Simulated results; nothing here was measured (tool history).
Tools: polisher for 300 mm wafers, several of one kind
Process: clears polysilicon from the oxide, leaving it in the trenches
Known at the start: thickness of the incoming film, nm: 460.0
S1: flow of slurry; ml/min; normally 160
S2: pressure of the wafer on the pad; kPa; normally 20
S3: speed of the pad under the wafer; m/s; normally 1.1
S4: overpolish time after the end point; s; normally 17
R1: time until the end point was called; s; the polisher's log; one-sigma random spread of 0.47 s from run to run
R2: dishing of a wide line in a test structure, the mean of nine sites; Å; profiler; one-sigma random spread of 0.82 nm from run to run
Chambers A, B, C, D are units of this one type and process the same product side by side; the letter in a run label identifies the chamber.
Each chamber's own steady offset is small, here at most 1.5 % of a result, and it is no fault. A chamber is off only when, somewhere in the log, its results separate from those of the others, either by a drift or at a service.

run    day   S1    S2    S3  S4      R1      R2
     0.175  -- chamber A: worn pad replaced by a new one
       0.2  -- chamber B: worn pad replaced by a new one
 1B  0.254  160    20   1.1  17  26.965   638.2
 2A  0.496  160    20   1.1  17  27.351  637.33
     0.512  -- chamber C: worn pad replaced by a new one
     0.742  -- chamber A: slurry nozzle cleaned
 3D  0.842  160    20   1.1  17  26.426  643.72
 4C  1.062  160    20   1.1  17  26.345  657.82
     1.308  -- chamber B: head pressure recalibrated
 5C  1.379  160    20   1.1  17  26.223  656.31
 6A  1.675  160    20   1.1  17  27.017  633.31
 7B  2.046  160    20   1.1  17  27.218  641.54
     2.217  -- chamber D: worn pad replaced by a new one
 8D    2.4  160    20   1.4  20  21.482  665.06
 9C  2.688  160    20   1.4  20  21.112   652.9
10B  3.046  160    20   1.4  20  20.388  655.04
11D  3.279  160    20   1.4  20  20.233  655.06
12A  3.575  160    20   1.1  17  27.175  632.17
     3.658  -- chamber D: slurry nozzle cleaned
     3.812  -- chamber A: worn pad replaced by a new one
13C  3.896  160    20   1.1  17  25.135  641.27
14D  4.242  160    20   1.1  17  26.686  646.65
     4.304  -- chamber B: worn pad replaced by a new one
15A  4.429  160    20   1.1  17  27.652  657.63
     4.508  -- chamber C: worn pad replaced by a new one
16B  4.712  160    20   1.1  17   26.76     640
17D  5.029  160    20   1.1  17  25.397  659.66
18B  5.342  160    20   1.1  17  26.388  659.61
19C  5.604  160  17.2   1.1  13  30.662  620.89
20A  5.967  160  17.2   1.1  13  31.377  611.95
21D  6.292  160  17.2   1.1  13  31.583  629.14
22C  6.467  160  17.2   1.1  13  30.323  608.17
23A  6.767  200    20  1.34  17   20.92  667.73
24B  7.046  200    20  1.34  17  21.745  642.72
     7.183  -- chamber D: worn pad replaced by a new one
25D  7.271  200    20  1.34  17  21.153  658.69
26C  7.558  200    20  1.34  17   20.15  652.05
     7.667  -- chamber A: worn pad replaced by a new one
     7.721  -- chamber A: head pressure recalibrated
27B  7.867  160    20   1.1  24  26.157  651.24
28A  8.062  160    20   1.1  24  26.495  644.32
29C  8.312  160    20   1.1  24   25.42  645.02
30B  8.654  160    20   1.1  24  27.299  661.25
31A  8.975  160    20   1.1  17  26.592  650.47
32D  9.142  160    20   1.1  17  27.201  648.29
33A  9.354  160    20   1.1  17  27.504  645.29

The same settings go to every chamber for the next run, one line per chamber below. Forecast the results for each:
34A  9.617  160  20  1.36  17   ?   ?
34B  9.617  160  20  1.36  17   ?   ?
34C  9.617  160  20  1.36  17   ?   ?
34D  9.617  160  20  1.36  17   ?   ?

run      R1      R2
34A   22.33  649.67
34B  21.686  649.17
34C  21.378  645.41
34D  21.704  659.83
